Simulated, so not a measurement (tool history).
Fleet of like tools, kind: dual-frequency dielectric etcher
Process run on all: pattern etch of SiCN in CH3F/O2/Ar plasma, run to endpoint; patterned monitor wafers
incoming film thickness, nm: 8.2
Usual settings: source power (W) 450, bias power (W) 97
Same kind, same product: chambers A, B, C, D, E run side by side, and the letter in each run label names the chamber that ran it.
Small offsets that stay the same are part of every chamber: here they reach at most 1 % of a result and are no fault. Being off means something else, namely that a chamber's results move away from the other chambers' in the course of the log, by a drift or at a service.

run 1E hour=4 | source_power_(W)=450 bias_power_(W)=97 | endpoint_time_(s)=18.668
run 2C hour=8.2 | source_power_(W)=450 bias_power_(W)=97 | endpoint_time_(s)=18.711
run 3B hour=15.3 | source_power_(W)=450 bias_power_(W)=97 | endpoint_time_(s)=18.68
run 4A hour=22.8 | source_power_(W)=450 bias_power_(W)=97 | endpoint_time_(s)=19.081
run 5D hour=28.4 | source_power_(W)=450 bias_power_(W)=97 | endpoint_time_(s)=18.892
run 6C hour=35.1 | source_power_(W)=450 bias_power_(W)=97 | endpoint_time_(s)=18.814
-- hour=37.7 chamber D: wet clean of the chamber
run 7E hour=39.9 | source_power_(W)=360 bias_power_(W)=79 | endpoint_time_(s)=21.871
run 8A hour=44.7 | source_power_(W)=360 bias_power_(W)=79 | endpoint_time_(s)=22.217
run 9B hour=50 | source_power_(W)=360 bias_power_(W)=79 | endpoint_time_(s)=22.277
run 10D hour=54.2 | source_power_(W)=360 bias_power_(W)=79 | endpoint_time_(s)=21.996
run 11D hour=60.5 | source_power_(W)=360 bias_power_(W)=79 | endpoint_time_(s)=21.943
run 12E hour=63.7 | source_power_(W)=450 bias_power_(W)=97 | endpoint_time_(s)=18.752
run 13B hour=70.5 | source_power_(W)=450 bias_power_(W)=97 | endpoint_time_(s)=18.799
run 14A hour=76.4 | source_power_(W)=450 bias_power_(W)=97 | endpoint_time_(s)=18.867
run 15C hour=83.3 | source_power_(W)=450 bias_power_(W)=97 | endpoint_time_(s)=18.676
run 16A hour=89.9 | source_power_(W)=450 bias_power_(W)=97 | endpoint_time_(s)=18.871
run 17E hour=94.4 | source_power_(W)=450 bias_power_(W)=97 | endpoint_time_(s)=18.497
-- hour=97.4 chamber B: wet clean of the chamber
run 18C hour=99.2 | source_power_(W)=450 bias_power_(W)=97 | endpoint_time_(s)=18.978
-- hour=102.5 chamber C: wet clean of the chamber
run 19D hour=104 | source_power_(W)=450 bias_power_(W)=97 | endpoint_time_(s)=18.897
run 20B hour=108.2 | source_power_(W)=450 bias_power_(W)=97 | endpoint_time_(s)=18.611
run 21B hour=111.9 | source_power_(W)=450 bias_power_(W)=97 | endpoint_time_(s)=18.903
run 22C hour=119 | source_power_(W)=450 bias_power_(W)=97 | endpoint_time_(s)=18.598
run 23A hour=122.6 | source_power_(W)=450 bias_power_(W)=97 | endpoint_time_(s)=18.827
run 24D hour=127.5 | source_power_(W)=450 bias_power_(W)=97 | endpoint_time_(s)=18.573
run 25E hour=131.7 | source_power_(W)=450 bias_power_(W)=97 | endpoint_time_(s)=18.942
run 26D hour=136.1 | source_power_(W)=450 bias_power_(W)=97 | endpoint_time_(s)=18.807
run 27E hour=141.1 | source_power_(W)=450 bias_power_(W)=97 | endpoint_time_(s)=18.563
run 28B hour=148.4 | source_power_(W)=450 bias_power_(W)=97 | endpoint_time_(s)=18.697
-- hour=152.3 chamber A: wet clean of the chamber
run 29A hour=152.3 | source_power_(W)=450 bias_power_(W)=97 | endpoint_time_(s)=18.698
run 30C hour=155.9 | source_power_(W)=450 bias_power_(W)=97 | endpoint_time_(s)=18.573
run 31E hour=160.4 | source_power_(W)=390 bias_power_(W)=106 | endpoint_time_(s)=18.959
run 32B hour=166.1 | source_power_(W)=390 bias_power_(W)=106 | endpoint_time_(s)=19.02
run 33D hour=171.8 | source_power_(W)=390 bias_power_(W)=106 | endpoint_time_(s)=19.002
run 34A hour=177.2 | source_power_(W)=390 bias_power_(W)=106 | endpoint_time_(s)=19.061
run 35C hour=181.5 | source_power_(W)=390 bias_power_(W)=106 | endpoint_time_(s)=19.2
run 36E hour=186 | source_power_(W)=450 bias_power_(W)=97 | endpoint_time_(s)=18.582
run 37A hour=190.2 | source_power_(W)=450 bias_power_(W)=97 | endpoint_time_(s)=18.792
run 38B hour=195.7 | source_power_(W)=450 bias_power_(W)=97 | endpoint_time_(s)=18.932

Which is it: a chamber that has drifted or been left off by a service, a gauge drift common to all chambers, or only each chamber's usual small offset? If a chamber is off, name it and its likeliest cause.

All chambers stay in line apart from their small fixed offsets, and the gauge does not drift.
